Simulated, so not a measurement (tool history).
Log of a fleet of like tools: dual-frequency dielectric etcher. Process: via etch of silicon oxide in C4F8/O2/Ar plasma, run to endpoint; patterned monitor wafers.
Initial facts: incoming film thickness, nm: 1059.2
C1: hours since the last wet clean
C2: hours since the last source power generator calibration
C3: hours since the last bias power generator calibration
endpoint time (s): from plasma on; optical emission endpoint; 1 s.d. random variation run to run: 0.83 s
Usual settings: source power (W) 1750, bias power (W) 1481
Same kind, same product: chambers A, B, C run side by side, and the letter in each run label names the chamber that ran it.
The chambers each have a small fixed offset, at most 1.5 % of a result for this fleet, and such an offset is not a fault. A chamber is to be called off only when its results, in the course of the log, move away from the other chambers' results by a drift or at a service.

run 1A hour=15.4 | source_power_(W)=1750 bias_power_(W)=1481 | C1=37.4 C2=2293.1 C3=3443.5 | endpoint_time_(s)=242.82
run 2B hour=26.9 | source_power_(W)=1750 bias_power_(W)=1481 | C1=443.8 C2=522.5 C3=439.8 | endpoint_time_(s)=239.94
run 3C hour=40.9 | source_power_(W)=1750 bias_power_(W)=1481 | C1=196.7 C2=2173.5 C3=1586.7 | endpoint_time_(s)=241.59
run 4C hour=54.7 | source_power_(W)=1750 bias_power_(W)=1481 | C1=210.5 C2=2187.3 C3=1600.5 | endpoint_time_(s)=239.59
run 5B hour=65.2 | source_power_(W)=1750 bias_power_(W)=1481 | C1=482.1 C2=560.8 C3=478.1 | endpoint_time_(s)=240.74
run 6A hour=74.8 | source_power_(W)=1750 bias_power_(W)=1481 | C1=96.8 C2=2352.5 C3=3502.9 | endpoint_time_(s)=241.49
run 7A hour=81.8 | source_power_(W)=1750 bias_power_(W)=1481 | C1=103.8 C2=2359.5 C3=3509.9 | endpoint_time_(s)=241.93
run 8C hour=90 | source_power_(W)=1750 bias_power_(W)=1481 | C1=245.8 C2=2222.6 C3=1635.8 | endpoint_time_(s)=241.66
run 9B hour=97.1 | source_power_(W)=1750 bias_power_(W)=1481 | C1=514 C2=592.7 C3=510 | endpoint_time_(s)=240.54
run 10A hour=112.5 | source_power_(W)=1750 bias_power_(W)=1481 | C1=134.5 C2=2390.2 C3=3540.6 | endpoint_time_(s)=243.89
run 11C hour=122.7 | source_power_(W)=1750 bias_power_(W)=1481 | C1=278.5 C2=2255.3 C3=1668.5 | endpoint_time_(s)=242.25
-- hour=129.9 chamber B: wet clean of the chamber
run 12B hour=135.9 | source_power_(W)=1750 bias_power_(W)=1481 | C1=6.1 C2=631.5 C3=548.8 | endpoint_time_(s)=240.04
run 13A hour=145.9 | source_power_(W)=1750 bias_power_(W)=1481 | C1=167.9 C2=2423.6 C3=3574 | endpoint_time_(s)=242.57
run 14C hour=155.3 | source_power_(W)=1750 bias_power_(W)=1481 | C1=311.1 C2=2287.9 C3=1701.1 | endpoint_time_(s)=241.34
run 15B hour=166.4 | source_power_(W)=1750 bias_power_(W)=1481 | C1=36.6 C2=662 C3=579.3 | endpoint_time_(s)=240.61
run 16A hour=180.3 | source_power_(W)=1750 bias_power_(W)=1481 | C1=202.3 C2=2458 C3=3608.4 | endpoint_time_(s)=243.56
-- hour=180.9 chamber C: wet clean of the chamber
run 17C hour=191.1 | source_power_(W)=1750 bias_power_(W)=1481 | C1=10.3 C2=2323.7 C3=1736.9 | endpoint_time_(s)=240.89
run 18B hour=198.2 | source_power_(W)=1930 bias_power_(W)=1481 | C1=68.4 C2=693.8 C3=611.1 | endpoint_time_(s)=232.78
run 19A hour=205.3 | source_power_(W)=1930 bias_power_(W)=1481 | C1=227.3 C2=2483 C3=3633.4 | endpoint_time_(s)=233.88
run 20B hour=212.7 | source_power_(W)=1930 bias_power_(W)=1481 | C1=82.9 C2=708.3 C3=625.6 | endpoint_time_(s)=232.2
run 21C hour=228.2 | source_power_(W)=1750 bias_power_(W)=1481 | C1=47.4 C2=2360.8 C3=1774 | endpoint_time_(s)=241.41
run 22C hour=238.6 | source_power_(W)=1750 bias_power_(W)=1481 | C1=57.8 C2=2371.2 C3=1784.4 | endpoint_time_(s)=242.35
run 23A hour=251.4 | source_power_(W)=1750 bias_power_(W)=1594 | C1=273.4 C2=2529.1 C3=3679.5 | endpoint_time_(s)=237.72
run 24B hour=259.2 | source_power_(W)=1750 bias_power_(W)=1594 | C1=129.4 C2=754.8 C3=672.1 | endpoint_time_(s)=238.19

Is one chamber out of step, is the gauge drifting, or do the chambers differ by no more than their own small offsets? For an off chamber, give its letter and the likeliest cause.

No chamber is off and the gauge is stable; the differences are just each chamber's small, constant offset.
